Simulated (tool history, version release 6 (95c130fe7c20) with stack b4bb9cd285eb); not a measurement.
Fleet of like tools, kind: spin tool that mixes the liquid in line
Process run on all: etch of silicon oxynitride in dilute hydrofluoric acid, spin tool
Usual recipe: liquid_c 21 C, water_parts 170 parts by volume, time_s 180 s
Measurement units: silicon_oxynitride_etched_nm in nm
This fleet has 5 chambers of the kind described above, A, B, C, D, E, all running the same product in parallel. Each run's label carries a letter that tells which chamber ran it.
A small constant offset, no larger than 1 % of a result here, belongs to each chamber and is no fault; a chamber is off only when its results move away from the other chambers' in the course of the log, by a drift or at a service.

run,hour,liquid_c,water_parts,time_s,hours since the thermometer was replaced,hours since the hydrofluoric acid flow meter was replaced,"read-back film thickness of the silicon oxynitride reference wafer, read on the same gauge (nm)",silicon_oxynitride_etched_nm
1E,5.7,21,170,180,1344.9,891.4,80.000,4.2118
2D,10.2,21,170,180,350.1,577.6,79.996,4.1760
3B,17.7,21,170,180,808.0,1503.6,80.014,4.2047
4C,22.8,21,170,180,490.1,112.0,80.001,4.1703
5A,26.5,21,170,180,1080.8,855.0,80.009,4.1095
6D,34.5,21,170,180,374.4,601.9,80.011,4.2088
# hour 38.1: chamber A: thermometer replaced
7C,38.3,21,170,180,505.6,127.5,79.971,4.1648
8B,43.1,21,170,180,833.4,1529.0,80.005,4.1489
9A,49.2,21,170,180,11.2,877.7,79.971,4.1732
10E,54.0,21,170,180,1393.2,939.7,79.995,4.2663
11C,57.5,21,170,180,524.8,146.7,79.986,4.1973
12D,62.2,25,220,180,402.1,629.6,80.055,3.7704
13E,66.1,25,220,180,1405.3,951.8,80.026,3.7470
14A,69.7,25,220,180,31.7,898.2,79.992,3.7202
15B,73.9,25,220,180,864.2,1559.8,80.003,3.7322
16C,77.6,25,220,180,544.9,166.8,79.992,3.7379
17A,82.1,21,170,180,44.1,910.6,80.023,4.1705
18E,88.5,18,170,180,1427.7,974.2,80.007,3.6699
19B,93.0,18,170,180,883.3,1578.9,80.040,3.7074
20D,98.1,18,170,180,438.0,665.5,80.032,3.6559
21D,105.5,18,170,180,445.4,672.9,80.005,3.6458
22C,110.1,18,170,180,577.4,199.3,80.017,3.6464
23E,115.4,21,170,180,1454.6,1001.1,79.994,4.2258
24A,120.2,21,115,220,82.2,948.7,79.997,7.8341
25B,124.1,21,115,220,914.4,1610.0,79.985,8.2291
26A,127.7,21,115,220,89.7,956.2,79.997,7.9042
27E,131.9,21,115,220,1471.1,1017.6,79.976,7.9773
28D,135.5,21,115,220,475.4,702.9,80.031,7.8719
29C,139.8,21,170,180,607.1,229.0,80.018,4.1971
30B,146.3,21,170,180,936.6,1632.2,79.983,4.3397
# hour 148.6: chamber B: hydrofluoric acid flow meter replaced
31A,149.9,21,170,180,111.9,978.4,79.999,4.1408
32C,156.6,21,170,180,623.9,245.8,80.032,4.1635
33E,160.8,21,170,180,1500.0,1046.5,80.007,4.2146
34D,168.0,21,170,180,507.9,735.4,80.047,4.2488
35B,171.7,21,170,180,962.0,23.1,79.997,4.4185
36C,177.0,21,170,180,644.3,266.2,80.022,4.1939
37A,181.1,21,170,180,143.1,1009.6,79.979,4.1775
38B,186.0,21,170,180,976.3,37.4,80.008,4.4451
39D,193.2,21,170,180,533.1,760.6,79.999,4.2114

Read the log: is a single chamber off, either drifting away or since a service, is the gauge that measures every chamber drifting, or is nothing wrong beyond small per-chamber offsets? Name any odd chamber and what most likely caused it.

One chamber, B, drifts off from the rest bit by bit.
What lies behind it: liquid hotter than its thermometer reads (K) = 1.46.

Chamber B could run next with any of the 4 candidate recipes listed below; each alters the usual settings, and their results appear as question marks. Which one brings its results back in line with what the other chambers deliver on the usual settings?
Counts as in line when no further than this from what the other chambers average on the usual settings: silicon_oxynitride_etched_nm 0.0790 nm
40B-1,198.9,21,170,170,,,,?
40B-2,198.9,21,165,180,,,,?
40B-3,198.9,21,160,180,,,,?
40B-4,198.9,21,170,175,,,,?

Usual-settings mean across the other chambers: silicon_oxynitride_etched_nm 4.1885 nm
run,silicon_oxynitride_etched_nm
40B-1,4.1961
40B-2,4.5957
40B-3,4.7582
40B-4,4.3195
40B-1 brings the chamber back in line.

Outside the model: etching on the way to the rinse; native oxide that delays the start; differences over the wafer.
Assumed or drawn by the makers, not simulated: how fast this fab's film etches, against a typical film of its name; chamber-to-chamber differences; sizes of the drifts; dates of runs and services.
